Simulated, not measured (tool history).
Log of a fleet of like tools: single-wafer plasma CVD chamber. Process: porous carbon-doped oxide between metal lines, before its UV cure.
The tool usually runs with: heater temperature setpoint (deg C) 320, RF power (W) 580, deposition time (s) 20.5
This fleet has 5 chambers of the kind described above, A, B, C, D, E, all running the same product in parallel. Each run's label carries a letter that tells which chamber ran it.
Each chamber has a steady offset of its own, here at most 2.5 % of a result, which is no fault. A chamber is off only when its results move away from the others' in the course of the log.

| run | hour | heater temperature setpoint (deg C) | RF power (W) | deposition time (s) | read-back reference wafer on the same gauge, thickness_nm | mean film thickness on the monitor wafer (Å) |
|---|---|---|---|---|---|---|
| 1A | 13.5 | 320 | 580 | 20.5 | 117.97 | 1106.6 |
| 2D | 22.7 | 320 | 580 | 20.5 | 118.12 | 1114.3 |
| 3E | 33.9 | 320 | 580 | 20.5 | 117.91 | 1100.8 |
| 4B | 42.7 | 320 | 580 | 20.5 | 117.98 | 1131 |
| 5C | 51.7 | 320 | 580 | 20.5 | 118.04 | 1108.2 |
| 6C | 59.7 | 320 | 615 | 23.9 | 118.06 | 1343.7 |
| 7E | 71.6 | 320 | 615 | 23.9 | 118.05 | 1320.8 |
| 8A | 84.3 | 320 | 615 | 23.9 | 118.15 | 1343.9 |
| 9B | 93.3 | 320 | 615 | 23.9 | 118.02 | 1362.5 |
| 10D | 106.9 | 320 | 615 | 23.9 | 117.92 | 1341.9 |
| 11E | 118.3 | 320 | 580 | 20.5 | 118.08 | 1100.6 |
| 12A | 127.3 | 320 | 580 | 20.5 | 118.04 | 1113.5 |
| 13B | 134.1 | 320 | 580 | 20.5 | 117.98 | 1140.6 |
| 14C | 140.4 | 320 | 580 | 20.5 | 117.98 | 1117.1 |
| 15D | 151.8 | 320 | 580 | 20.5 | 117.88 | 1113.1 |
| 16A | 162.3 | 320 | 580 | 20.5 | 118.04 | 1102.5 |
| 17E | 171.5 | 320 | 580 | 20.5 | 117.85 | 1098.4 |
| 18D | 182.9 | 320 | 580 | 20.5 | 117.96 | 1101.4 |
| 19B | 191.4 | 320 | 580 | 20.5 | 118.03 | 1137.5 |
| 20C | 197.8 | 320 | 580 | 20.5 | 118 | 1112.9 |
| 21D | 209.9 | 320 | 580 | 20.5 | 117.81 | 1105.7 |
| 22A | 216.1 | 320 | 580 | 20.5 | 118.07 | 1103.2 |
| 23C | 222.7 | 320 | 580 | 20.5 | 117.87 | 1107.9 |
| 24B | 233.1 | 320 | 580 | 20.5 | 117.98 | 1129.2 |
| 25E | 244.8 | 320 | 580 | 20.5 | 118.2 | 1101.9 |
| 26C | 257.3 | 320 | 580 | 20.5 | 118.23 | 1105.9 |
|  | 262.3 | chamber B: thermocouple changed; heater temperature recalibrated |
| 27A | 264.1 | 320 | 580 | 20.5 | 118.07 | 1106.8 |
| 28E | 278 | 320 | 580 | 20.5 | 117.95 | 1107.9 |
| 29B | 288 | 320 | 580 | 20.5 | 117.93 | 1145.9 |
| 30D | 300.9 | 320 | 580 | 20.5 | 117.96 | 1105 |
| 31A | 312.2 | 320 | 580 | 20.5 | 118.07 | 1115.6 |
| 32B | 319.2 | 320 | 580 | 20.5 | 118.11 | 1132.1 |
| 33E | 325.5 | 334 | 580 | 20.5 | 118.06 | 1029.7 |

Decide between three cases: one chamber stands off from its peers, the gauge reading all wafers drifts, or nothing is wrong past each chamber's small offset. Where a chamber is off, say which and what most likely put it there.

No chamber stands off beyond its own small offset, and the gauge holds steady.

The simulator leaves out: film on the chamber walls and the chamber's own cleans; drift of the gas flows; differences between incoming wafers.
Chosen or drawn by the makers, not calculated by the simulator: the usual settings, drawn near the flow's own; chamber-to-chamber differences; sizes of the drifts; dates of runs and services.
